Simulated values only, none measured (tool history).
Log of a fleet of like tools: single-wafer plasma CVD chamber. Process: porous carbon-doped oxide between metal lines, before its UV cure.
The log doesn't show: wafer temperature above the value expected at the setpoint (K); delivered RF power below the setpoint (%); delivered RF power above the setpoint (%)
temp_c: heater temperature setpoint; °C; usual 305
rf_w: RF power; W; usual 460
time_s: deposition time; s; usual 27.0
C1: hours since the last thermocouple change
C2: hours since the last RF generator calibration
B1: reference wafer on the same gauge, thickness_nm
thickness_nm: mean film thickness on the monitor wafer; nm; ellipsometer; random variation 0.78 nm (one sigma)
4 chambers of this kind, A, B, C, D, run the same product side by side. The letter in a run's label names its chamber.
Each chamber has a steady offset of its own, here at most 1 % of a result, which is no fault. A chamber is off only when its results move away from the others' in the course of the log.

run 1B hour=5.0 | temp_c=305 rf_w=460 time_s=27.0 | C1=1066.9 C2=1946.6 | B1=133.04 | thickness_nm=134.92
run 2C hour=10.8 | temp_c=305 rf_w=460 time_s=27.0 | C1=757.2 C2=744.0 | B1=133.00 | thickness_nm=135.36
run 3D hour=15.9 | temp_c=305 rf_w=460 time_s=27.0 | C1=326.3 C2=50.6 | B1=133.01 | thickness_nm=137.36
run 4A hour=19.8 | temp_c=305 rf_w=460 time_s=27.0 | C1=1401.1 C2=725.5 | B1=133.06 | thickness_nm=133.27
run 5D hour=24.6 | temp_c=305 rf_w=460 time_s=27.0 | C1=335.0 C2=59.3 | B1=133.15 | thickness_nm=136.45
run 6B hour=31.1 | temp_c=313 rf_w=460 time_s=23.1 | C1=1093.0 C2=1972.7 | B1=133.23 | thickness_nm=111.37
run 7A hour=36.8 | temp_c=313 rf_w=460 time_s=23.1 | C1=1418.1 C2=742.5 | B1=133.10 | thickness_nm=111.77
run 8C hour=40.8 | temp_c=313 rf_w=460 time_s=23.1 | C1=787.2 C2=774.0 | B1=133.09 | thickness_nm=109.57
run 9A hour=46.0 | temp_c=313 rf_w=460 time_s=23.1 | C1=1427.3 C2=751.7 | B1=133.08 | thickness_nm=110.58
run 10B hour=50.0 | temp_c=300 rf_w=460 time_s=30.0 | C1=1111.9 C2=1991.6 | B1=133.15 | thickness_nm=154.57
run 11C hour=53.3 | temp_c=300 rf_w=460 time_s=30.0 | C1=799.7 C2=786.5 | B1=132.76 | thickness_nm=153.75
run 12D hour=57.9 | temp_c=300 rf_w=460 time_s=30.0 | C1=368.3 C2=92.6 | B1=133.12 | thickness_nm=154.19
run 13A hour=62.4 | temp_c=300 rf_w=460 time_s=30.0 | C1=1443.7 C2=768.1 | B1=132.95 | thickness_nm=152.79
run 14B hour=67.4 | temp_c=305 rf_w=460 time_s=27.0 | C1=1129.3 C2=2009.0 | B1=133.03 | thickness_nm=133.90
run 15C hour=73.6 | temp_c=305 rf_w=460 time_s=27.0 | C1=820.0 C2=806.8 | B1=133.11 | thickness_nm=134.77
run 16D hour=79.9 | temp_c=305 rf_w=460 time_s=27.0 | C1=390.3 C2=114.6 | B1=133.12 | thickness_nm=135.62
run 17B hour=83.9 | temp_c=305 rf_w=460 time_s=27.0 | C1=1145.8 C2=2025.5 | B1=133.08 | thickness_nm=135.71
run 18C hour=90.6 | temp_c=305 rf_w=460 time_s=27.0 | C1=837.0 C2=823.8 | B1=133.03 | thickness_nm=132.82
run 19A hour=96.2 | temp_c=305 rf_w=460 time_s=23.2 | C1=1477.5 C2=801.9 | B1=133.03 | thickness_nm=115.56
run 20D hour=101.6 | temp_c=305 rf_w=460 time_s=23.2 | C1=412.0 C2=136.3 | B1=132.86 | thickness_nm=116.96
run 21D hour=107.2 | temp_c=305 rf_w=460 time_s=23.2 | C1=417.6 C2=141.9 | B1=132.66 | thickness_nm=116.61
run 22C hour=110.4 | temp_c=305 rf_w=460 time_s=23.2 | C1=856.8 C2=843.6 | B1=133.00 | thickness_nm=115.15
run 23B hour=114.7 | temp_c=299 rf_w=460 time_s=30.7 | C1=1176.6 C2=2056.3 | B1=133.11 | thickness_nm=158.40
run 24A hour=121.1 | temp_c=299 rf_w=460 time_s=30.7 | C1=1502.4 C2=826.8 | B1=133.00 | thickness_nm=156.06
run 25A hour=127.2 | temp_c=299 rf_w=460 time_s=30.7 | C1=1508.5 C2=832.9 | B1=133.00 | thickness_nm=157.21
run 26B hour=133.1 | temp_c=299 rf_w=460 time_s=30.7 | C1=1195.0 C2=2074.7 | B1=132.96 | thickness_nm=159.78
run 27C hour=139.0 | temp_c=293 rf_w=505 time_s=27.0 | C1=885.4 C2=872.2 | B1=132.97 | thickness_nm=150.66
run 28D hour=144.8 | temp_c=293 rf_w=505 time_s=27.0 | C1=455.2 C2=179.5 | B1=133.01 | thickness_nm=154.26
run 29D hour=149.6 | temp_c=293 rf_w=505 time_s=27.0 | C1=460.0 C2=184.3 | B1=133.02 | thickness_nm=152.95
run 30C hour=155.2 | temp_c=293 rf_w=505 time_s=27.0 | C1=901.6 C2=888.4 | B1=133.11 | thickness_nm=151.74
run 31B hour=161.2 | temp_c=305 rf_w=460 time_s=27.0 | C1=1223.1 C2=2102.8 | B1=132.82 | thickness_nm=134.47
run 32A hour=164.3 | temp_c=305 rf_w=460 time_s=27.0 | C1=1545.6 C2=870.0 | B1=133.16 | thickness_nm=134.18
run 33A hour=171.2 | temp_c=292 rf_w=420 time_s=27.0 | C1=1552.5 C2=876.9 | B1=133.14 | thickness_nm=132.82
run 34C hour=175.1 | temp_c=292 rf_w=420 time_s=27.0 | C1=921.5 C2=908.3 | B1=132.86 | thickness_nm=134.75
run 35D hour=179.6 | temp_c=292 rf_w=420 time_s=27.0 | C1=490.0 C2=214.3 | B1=133.04 | thickness_nm=136.51

Next, every chamber runs the same settings. What will each give?
run 36A hour=184.5 | temp_c=305 rf_w=460 time_s=27.0 | thickness_nm=?
run 36B hour=184.5 | temp_c=305 rf_w=460 time_s=27.0 | thickness_nm=?
run 36C hour=184.5 | temp_c=305 rf_w=460 time_s=27.0 | thickness_nm=?
run 36D hour=184.5 | temp_c=305 rf_w=460 time_s=27.0 | thickness_nm=?

run=36A thickness_nm=134.13
run=36B thickness_nm=135.29
run=36C thickness_nm=134.52
run=36D thickness_nm=134.85
